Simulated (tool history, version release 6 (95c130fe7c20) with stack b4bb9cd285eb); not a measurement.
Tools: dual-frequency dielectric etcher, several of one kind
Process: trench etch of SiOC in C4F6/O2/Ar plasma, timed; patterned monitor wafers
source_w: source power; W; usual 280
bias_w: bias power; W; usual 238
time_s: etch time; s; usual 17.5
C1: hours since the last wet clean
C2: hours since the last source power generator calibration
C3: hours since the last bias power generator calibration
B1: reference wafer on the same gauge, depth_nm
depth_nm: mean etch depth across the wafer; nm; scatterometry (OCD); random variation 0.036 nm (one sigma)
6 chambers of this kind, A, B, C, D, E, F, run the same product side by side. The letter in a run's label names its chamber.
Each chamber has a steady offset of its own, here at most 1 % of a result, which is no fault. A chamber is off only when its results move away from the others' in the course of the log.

run 1E day=0.183 | source_w=280 bias_w=238 time_s=17.5 | C1=364.0 C2=3623.4 C3=1155.1 | B1=32.687 | depth_nm=34.578
run 2B day=0.338 | source_w=280 bias_w=238 time_s=17.5 | C1=169.1 C2=2038.9 C3=2980.5 | B1=32.691 | depth_nm=34.808
run 3F day=0.512 | source_w=280 bias_w=238 time_s=17.5 | C1=170.6 C2=1647.5 C3=565.9 | B1=32.693 | depth_nm=34.568
run 4C day=0.725 | source_w=280 bias_w=238 time_s=17.5 | C1=410.1 C2=51.7 C3=1038.7 | B1=32.686 | depth_nm=34.728
run 5D day=0.888 | source_w=280 bias_w=238 time_s=19.0 | C1=222.7 C2=996.6 C3=107.8 | B1=32.682 | depth_nm=37.845
run 6A day=1.096 | source_w=280 bias_w=238 time_s=19.0 | C1=163.9 C2=432.9 C3=1457.8 | B1=32.687 | depth_nm=37.463
run 7F day=1.246 | source_w=280 bias_w=238 time_s=19.0 | C1=188.2 C2=1665.1 C3=583.5 | B1=32.684 | depth_nm=37.540
run 8A day=1.404 | source_w=280 bias_w=238 time_s=19.0 | C1=171.3 C2=440.3 C3=1465.2 | B1=32.672 | depth_nm=37.371
run 9D day=1.642 | source_w=280 bias_w=238 time_s=19.0 | C1=240.8 C2=1014.7 C3=125.9 | B1=32.667 | depth_nm=37.700
run 10C day=1.842 | source_w=280 bias_w=238 time_s=19.0 | C1=436.9 C2=78.5 C3=1065.5 | B1=32.662 | depth_nm=37.650
run 11E day=2.004 | source_w=280 bias_w=238 time_s=17.5 | C1=407.7 C2=3667.1 C3=1198.8 | B1=32.662 | depth_nm=34.516
run 12B day=2.133 | source_w=280 bias_w=238 time_s=17.5 | C1=212.2 C2=2082.0 C3=3023.6 | B1=32.658 | depth_nm=34.690
run 13D day=2.329 | source_w=280 bias_w=238 time_s=17.5 | C1=257.3 C2=1031.2 C3=142.4 | B1=32.661 | depth_nm=34.809
run 14F day=2.504 | source_w=280 bias_w=238 time_s=17.5 | C1=218.4 C2=1695.3 C3=613.7 | B1=32.647 | depth_nm=34.530
run 15C day=2.688 | source_w=280 bias_w=238 time_s=17.5 | C1=457.2 C2=98.8 C3=1085.8 | B1=32.648 | depth_nm=34.614
run 16B day=2.808 | source_w=280 bias_w=238 time_s=17.5 | C1=228.4 C2=2098.2 C3=3039.8 | B1=32.650 | depth_nm=34.747
run 17A day=3.017 | source_w=280 bias_w=238 time_s=17.5 | C1=210.0 C2=479.0 C3=1503.9 | B1=32.630 | depth_nm=34.479
run 18E day=3.250 | source_w=280 bias_w=238 time_s=17.5 | C1=437.6 C2=3697.0 C3=1228.7 | B1=32.641 | depth_nm=34.513
-- day=3.317 chamber C: wet clean of the chamber
run 19C day=3.429 | source_w=280 bias_w=238 time_s=17.5 | C1=2.7 C2=116.6 C3=1103.6 | B1=32.633 | depth_nm=34.596
run 20A day=3.588 | source_w=280 bias_w=238 time_s=17.5 | C1=223.7 C2=492.7 C3=1517.6 | B1=32.631 | depth_nm=34.447
run 21D day=3.738 | source_w=280 bias_w=238 time_s=17.5 | C1=291.1 C2=1065.0 C3=176.2 | B1=32.633 | depth_nm=34.748
run 22E day=3.875 | source_w=280 bias_w=295 time_s=15.5 | C1=452.6 C2=3712.0 C3=1243.7 | B1=32.630 | depth_nm=32.930
run 23B day=4.017 | source_w=280 bias_w=295 time_s=15.5 | C1=257.4 C2=2127.2 C3=3068.8 | B1=32.621 | depth_nm=33.090
run 24F day=4.146 | source_w=280 bias_w=295 time_s=15.5 | C1=257.8 C2=1734.7 C3=653.1 | B1=32.623 | depth_nm=33.044
run 25D day=4.288 | source_w=280 bias_w=295 time_s=15.5 | C1=304.3 C2=1078.2 C3=189.4 | B1=32.620 | depth_nm=33.144
run 26C day=4.408 | source_w=280 bias_w=295 time_s=15.5 | C1=26.2 C2=140.1 C3=1127.1 | B1=32.625 | depth_nm=33.034
run 27B day=4.604 | source_w=280 bias_w=295 time_s=15.5 | C1=271.5 C2=2141.3 C3=3082.9 | B1=32.602 | depth_nm=33.054
run 28F day=4.729 | source_w=280 bias_w=238 time_s=17.5 | C1=271.8 C2=1748.7 C3=667.1 | B1=32.611 | depth_nm=34.562
run 29E day=4.879 | source_w=280 bias_w=238 time_s=17.5 | C1=476.7 C2=3736.1 C3=1267.8 | B1=32.606 | depth_nm=34.486
run 30A day=5.050 | source_w=280 bias_w=238 time_s=17.5 | C1=258.8 C2=527.8 C3=1552.7 | B1=32.602 | depth_nm=34.412
run 31D day=5.258 | source_w=280 bias_w=238 time_s=17.5 | C1=327.6 C2=1101.5 C3=212.7 | B1=32.593 | depth_nm=34.751
run 32A day=5.375 | source_w=280 bias_w=238 time_s=17.5 | C1=266.6 C2=535.6 C3=1560.5 | B1=32.589 | depth_nm=34.382
run 33F day=5.596 | source_w=250 bias_w=201 time_s=17.5 | C1=292.6 C2=1769.5 C3=687.9 | B1=32.602 | depth_nm=31.186
run 34E day=5.775 | source_w=250 bias_w=201 time_s=17.5 | C1=498.2 C2=3757.6 C3=1289.3 | B1=32.590 | depth_nm=31.180
-- day=5.867 chamber A: bias power generator calibrated
run 35B day=5.958 | source_w=250 bias_w=201 time_s=17.5 | C1=304.0 C2=2173.8 C3=3115.4 | B1=32.577 | depth_nm=31.320
run 36C day=6.096 | source_w=250 bias_w=201 time_s=17.5 | C1=66.7 C2=180.6 C3=1167.6 | B1=32.584 | depth_nm=31.229
run 37C day=6.288 | source_w=250 bias_w=201 time_s=17.5 | C1=71.3 C2=185.2 C3=1172.2 | B1=32.580 | depth_nm=31.249
run 38B day=6.425 | source_w=250 bias_w=201 time_s=17.5 | C1=315.2 C2=2185.0 C3=3126.6 | B1=32.575 | depth_nm=31.359
run 39A day=6.625 | source_w=280 bias_w=238 time_s=17.5 | C1=296.6 C2=565.6 C3=18.2 | B1=32.576 | depth_nm=34.420
run 40D day=6.783 | source_w=280 bias_w=238 time_s=17.5 | C1=364.2 C2=1138.1 C3=249.3 | B1=32.571 | depth_nm=34.625
run 41E day=6.908 | source_w=280 bias_w=238 time_s=17.5 | C1=525.4 C2=3784.8 C3=1316.5 | B1=32.568 | depth_nm=34.412
run 42F day=7.096 | source_w=280 bias_w=238 time_s=17.5 | C1=328.6 C2=1805.5 C3=723.9 | B1=32.565 | depth_nm=34.517

Is one chamber off against the others, does the gauge drift, or is nothing wrong? If a chamber is off, say which, and what the likeliest cause is.

The gauge drifts, so all chambers seem to drift together. No chamber is off.
Cause: gauge reads low (%) = 0.424.
